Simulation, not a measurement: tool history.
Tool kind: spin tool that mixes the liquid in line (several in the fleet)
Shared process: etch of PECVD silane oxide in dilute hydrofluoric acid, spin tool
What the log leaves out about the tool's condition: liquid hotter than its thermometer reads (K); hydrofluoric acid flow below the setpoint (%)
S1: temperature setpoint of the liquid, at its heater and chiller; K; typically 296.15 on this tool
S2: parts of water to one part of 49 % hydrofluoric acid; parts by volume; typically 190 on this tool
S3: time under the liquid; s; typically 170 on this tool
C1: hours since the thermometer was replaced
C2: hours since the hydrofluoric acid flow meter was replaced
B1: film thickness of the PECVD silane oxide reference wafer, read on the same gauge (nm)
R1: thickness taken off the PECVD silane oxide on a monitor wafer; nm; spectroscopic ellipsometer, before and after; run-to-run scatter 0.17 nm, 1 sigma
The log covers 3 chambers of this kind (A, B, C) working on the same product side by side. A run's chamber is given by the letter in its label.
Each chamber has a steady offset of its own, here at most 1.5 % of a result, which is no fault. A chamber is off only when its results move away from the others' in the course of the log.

{"run": "1A", "hour": 15.0, "S1": 296.15, "S2": 190, "S3": 170, "C1": 441.9, "C2": 568.5, "B1": 90.015, "R1": 23.795}
{"run": "2C", "hour": 30.1, "S1": 296.15, "S2": 190, "S3": 170, "C1": 1403.0, "C2": 195.5, "B1": 90.003, "R1": 23.752}
{"run": "3B", "hour": 41.2, "S1": 296.15, "S2": 190, "S3": 170, "C1": 720.9, "C2": 668.5, "B1": 90.007, "R1": 23.636}
{"run": "4C", "hour": 51.8, "S1": 296.15, "S2": 190, "S3": 170, "C1": 1424.7, "C2": 217.2, "B1": 89.992, "R1": 23.39}
{"run": "5B", "hour": 61.9, "S1": 296.15, "S2": 190, "S3": 170, "C1": 741.6, "C2": 689.2, "B1": 89.993, "R1": 23.474}
{"run": "6A", "hour": 72.9, "S1": 296.15, "S2": 190, "S3": 170, "C1": 499.8, "C2": 626.4, "B1": 90.008, "R1": 23.454}
{"run": "7A", "hour": 80.4, "S1": 296.15, "S2": 190, "S3": 170, "C1": 507.3, "C2": 633.9, "B1": 90.038, "R1": 23.765}
{"run": "8B", "hour": 87.4, "S1": 296.15, "S2": 190, "S3": 170, "C1": 767.1, "C2": 714.7, "B1": 89.993, "R1": 23.588}
{"run": "9C", "hour": 95.4, "S1": 296.15, "S2": 190, "S3": 170, "C1": 1468.3, "C2": 260.8, "B1": 90.0, "R1": 23.752}
{"run": "10C", "hour": 109.8, "S1": 296.15, "S2": 190, "S3": 170, "C1": 1482.7, "C2": 275.2, "B1": 90.02, "R1": 23.613}
{"run": "11A", "hour": 122.0, "S1": 296.15, "S2": 190, "S3": 170, "C1": 548.9, "C2": 675.5, "B1": 89.995, "R1": 23.692}
{"run": "12B", "hour": 132.5, "S1": 296.15, "S2": 190, "S3": 170, "C1": 812.2, "C2": 759.8, "B1": 89.994, "R1": 23.435}
{"run": "13A", "hour": 146.4, "S1": 296.15, "S2": 190, "S3": 170, "C1": 573.3, "C2": 699.9, "B1": 89.998, "R1": 23.766}
{"run": "14B", "hour": 158.5, "S1": 296.15, "S2": 190, "S3": 75, "C1": 838.2, "C2": 785.8, "B1": 90.016, "R1": 10.334}
{"run": "15C", "hour": 169.4, "S1": 296.15, "S2": 190, "S3": 75, "C1": 1542.3, "C2": 334.8, "B1": 89.985, "R1": 10.674}
{"run": "16B", "hour": 180.8, "S1": 296.15, "S2": 190, "S3": 75, "C1": 860.5, "C2": 808.1, "B1": 89.991, "R1": 10.463}
{"run": "17A", "hour": 194.3, "S1": 296.15, "S2": 190, "S3": 170, "C1": 621.2, "C2": 747.8, "B1": 89.986, "R1": 23.826}
{"run": "18C", "hour": 204.4, "S1": 296.15, "S2": 190, "S3": 170, "C1": 1577.3, "C2": 369.8, "B1": 90.003, "R1": 24.302}
{"run": "19B", "hour": 216.4, "S1": 296.15, "S2": 190, "S3": 170, "C1": 896.1, "C2": 843.7, "B1": 89.979, "R1": 23.52}
{"run": "20A", "hour": 223.7, "S1": 296.15, "S2": 190, "S3": 170, "C1": 650.6, "C2": 777.2, "B1": 89.986, "R1": 23.67}
{"run": "21C", "hour": 230.9, "S1": 296.15, "S2": 190, "S3": 170, "C1": 1603.8, "C2": 396.3, "B1": 90.018, "R1": 24.417}
{"run": "22C", "hour": 243.7, "S1": 296.15, "S2": 190, "S3": 170, "C1": 1616.6, "C2": 409.1, "B1": 89.986, "R1": 24.382}
{"run": "23B", "hour": 258.7, "S1": 296.15, "S2": 190, "S3": 170, "C1": 938.4, "C2": 886.0, "B1": 89.991, "R1": 23.548}
{"run": "24A", "hour": 268.3, "S1": 300.15, "S2": 190, "S3": 170, "C1": 695.2, "C2": 821.8, "B1": 89.983, "R1": 27.322}
{"run": "25A", "hour": 283.7, "S1": 300.15, "S2": 190, "S3": 170, "C1": 710.6, "C2": 837.2, "B1": 90.001, "R1": 27.556}
{"run": "26C", "hour": 290.7, "S1": 300.15, "S2": 190, "S3": 170, "C1": 1663.6, "C2": 456.1, "B1": 89.992, "R1": 28.779}
{"run": "27B", "hour": 299.9, "S1": 296.15, "S2": 190, "S3": 170, "C1": 979.6, "C2": 927.2, "B1": 90.013, "R1": 23.553}
{"run": "28B", "hour": 310.6, "S1": 296.15, "S2": 190, "S3": 170, "C1": 990.3, "C2": 937.9, "B1": 90.01, "R1": 23.257}
{"run": "29A", "hour": 324.6, "S1": 296.15, "S2": 240, "S3": 205, "C1": 751.5, "C2": 878.1, "B1": 90.007, "R1": 21.427}
{"run": "30C", "hour": 336.8, "S1": 296.15, "S2": 240, "S3": 205, "C1": 1709.7, "C2": 502.2, "B1": 89.982, "R1": 22.692}
{"run": "31B", "hour": 346.2, "S1": 296.15, "S2": 240, "S3": 205, "C1": 1025.9, "C2": 973.5, "B1": 90.01, "R1": 21.525}
{"run": "32A", "hour": 355.0, "S1": 296.15, "S2": 190, "S3": 170, "C1": 781.9, "C2": 908.5, "B1": 90.003, "R1": 23.698}
{"run": "33C", "hour": 366.9, "S1": 296.15, "S2": 190, "S3": 170, "C1": 1739.8, "C2": 532.3, "B1": 89.994, "R1": 25.093}

Predict what each chamber gives when all 3 of them run the settings below next.
{"run": "34A", "hour": 378.2, "S1": 296.15, "S2": 190, "S3": 170, "R1": "?"}
{"run": "34B", "hour": 378.2, "S1": 296.15, "S2": 190, "S3": 170, "R1": "?"}
{"run": "34C", "hour": 378.2, "S1": 296.15, "S2": 190, "S3": 170, "R1": "?"}

run=34A R1=23.931
run=34B R1=23.723
run=34C R1=25.309
